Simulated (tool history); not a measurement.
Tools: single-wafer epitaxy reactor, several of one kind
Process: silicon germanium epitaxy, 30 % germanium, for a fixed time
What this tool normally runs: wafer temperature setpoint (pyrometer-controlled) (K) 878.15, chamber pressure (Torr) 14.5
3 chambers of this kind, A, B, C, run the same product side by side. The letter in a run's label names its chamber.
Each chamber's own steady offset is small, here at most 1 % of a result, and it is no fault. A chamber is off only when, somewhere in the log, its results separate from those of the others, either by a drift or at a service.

| run | hour | wafer temperature setpoint (pyrometer-controlled) (K) | chamber pressure (Torr) | hours since the last pyrometer calibration | hours since the last manometer calibration | read-back reference wafer on the same gauge, thickness_nm | mean film thickness on the monitor wafer (angstrom) |
|---|---|---|---|---|---|---|---|
| 1B | 6.6 | 878.15 | 14.5 | 775.5 | 589.6 | 54.098 | 559.00 |
| 2A | 20.0 | 878.15 | 14.5 | 672.3 | 155.7 | 54.163 | 572.15 |
| 3C | 34.7 | 878.15 | 14.5 | 622.0 | 472.3 | 54.088 | 566.45 |
| 4B | 48.6 | 878.15 | 14.5 | 817.5 | 631.6 | 54.144 | 558.15 |
| 5C | 56.4 | 863.15 | 16.8 | 643.7 | 494.0 | 54.100 | 454.73 |
| 6A | 71.0 | 863.15 | 16.8 | 723.3 | 206.7 | 54.004 | 461.61 |
| 7A | 78.8 | 863.15 | 16.8 | 731.1 | 214.5 | 54.108 | 459.84 |
| 8B | 85.8 | 878.15 | 14.5 | 854.7 | 668.8 | 54.069 | 562.81 |
| 9C | 95.0 | 878.15 | 14.5 | 682.3 | 532.6 | 54.022 | 563.78 |
| 10C | 107.0 | 878.15 | 14.5 | 694.3 | 544.6 | 54.114 | 570.02 |
| 11B | 113.6 | 878.15 | 14.5 | 882.5 | 696.6 | 54.143 | 568.22 |
| 12A | 126.9 | 878.15 | 14.5 | 779.2 | 262.6 | 54.070 | 578.71 |
| 13C | 141.4 | 878.15 | 14.5 | 728.7 | 579.0 | 54.013 | 567.88 |
| 14A | 152.0 | 878.15 | 14.5 | 804.3 | 287.7 | 54.131 | 564.09 |
| 15B | 163.8 | 892.15 | 16.0 | 932.7 | 746.8 | 54.109 | 754.53 |
| 16B | 175.6 | 892.15 | 16.0 | 944.5 | 758.6 | 54.161 | 753.12 |
| 17A | 185.5 | 892.15 | 16.0 | 837.8 | 321.2 | 54.161 | 762.59 |
| 18C | 196.6 | 889.15 | 14.5 | 783.9 | 634.2 | 54.188 | 694.03 |
| 19A | 210.2 | 889.15 | 14.5 | 862.5 | 345.9 | 54.126 | 692.27 |
| 20C | 220.1 | 889.15 | 14.5 | 807.4 | 657.7 | 54.062 | 689.10 |
| 21B | 234.4 | 878.15 | 14.5 | 1003.3 | 817.4 | 54.104 | 556.73 |
|  | 234.6 | chamber C: pyrometer calibrated |
| 22A | 245.2 | 878.15 | 14.5 | 897.5 | 380.9 | 54.193 | 573.47 |
| 23C | 252.2 | 878.15 | 14.5 | 17.6 | 689.8 | 54.084 | 607.98 |
| 24B | 262.2 | 878.15 | 14.5 | 1031.1 | 845.2 | 54.065 | 565.77 |
| 25A | 275.0 | 883.15 | 13.4 | 927.3 | 410.7 | 54.092 | 612.48 |
| 26B | 289.2 | 883.15 | 13.4 | 1058.1 | 872.2 | 54.005 | 592.25 |
| 27C | 304.2 | 883.15 | 13.4 | 69.6 | 741.8 | 54.161 | 636.46 |
| 28C | 312.6 | 878.15 | 14.5 | 78.0 | 750.2 | 54.083 | 602.48 |
| 29B | 320.9 | 878.15 | 14.5 | 1089.8 | 903.9 | 54.122 | 563.08 |
| 30A | 330.8 | 878.15 | 14.5 | 983.1 | 466.5 | 54.111 | 571.31 |
| 31B | 339.7 | 878.15 | 14.5 | 1108.6 | 922.7 | 54.096 | 563.67 |
| 32A | 353.3 | 878.15 | 14.5 | 1005.6 | 489.0 | 54.235 | 570.59 |
| 33C | 360.9 | 878.15 | 14.5 | 126.3 | 798.5 | 54.087 | 605.21 |
| 34A | 372.1 | 878.15 | 14.5 | 1024.4 | 507.8 | 54.028 | 571.24 |
| 35B | 383.1 | 878.15 | 14.5 | 1152.0 | 966.1 | 54.040 | 558.90 |

Is one chamber out of step, is the gauge drifting, or do the chambers differ by no more than their own small offsets? For an off chamber, give its letter and the likeliest cause.

A service left chamber C off against the others.
What lies behind it: wafer temperature above the value expected at the setpoint (K) = 3.52.

Chamber C could run next with any of the 4 candidate recipes listed below; each alters the usual settings, and their results appear as question marks. Which one brings its results back in line with what the other chambers deliver on the usual settings?
To be in line, a result may differ from the other chambers' mean on the usual settings by at most: mean film thickness on the monitor wafer (angstrom) 12.00
| 36C-1 | 393.8 | 881.15 | 14.8 |  |  |  | ? |
| 36C-2 | 393.8 | 874.15 | 14.5 |  |  |  | ? |
| 36C-3 | 393.8 | 885.15 | 15.1 |  |  |  | ? |
| 36C-4 | 393.8 | 871.15 | 13.9 |  |  |  | ? |

Usual-settings mean across the other chambers: mean film thickness on the monitor wafer (angstrom) 566.77
| run | mean film thickness on the monitor wafer (angstrom) |
|---|---|
| 36C-1 | 646.52 |
| 36C-2 | 565.66 |
| 36C-3 | 699.53 |
| 36C-4 | 526.74 |
With 36C-2, the chamber falls back in line with the rest.
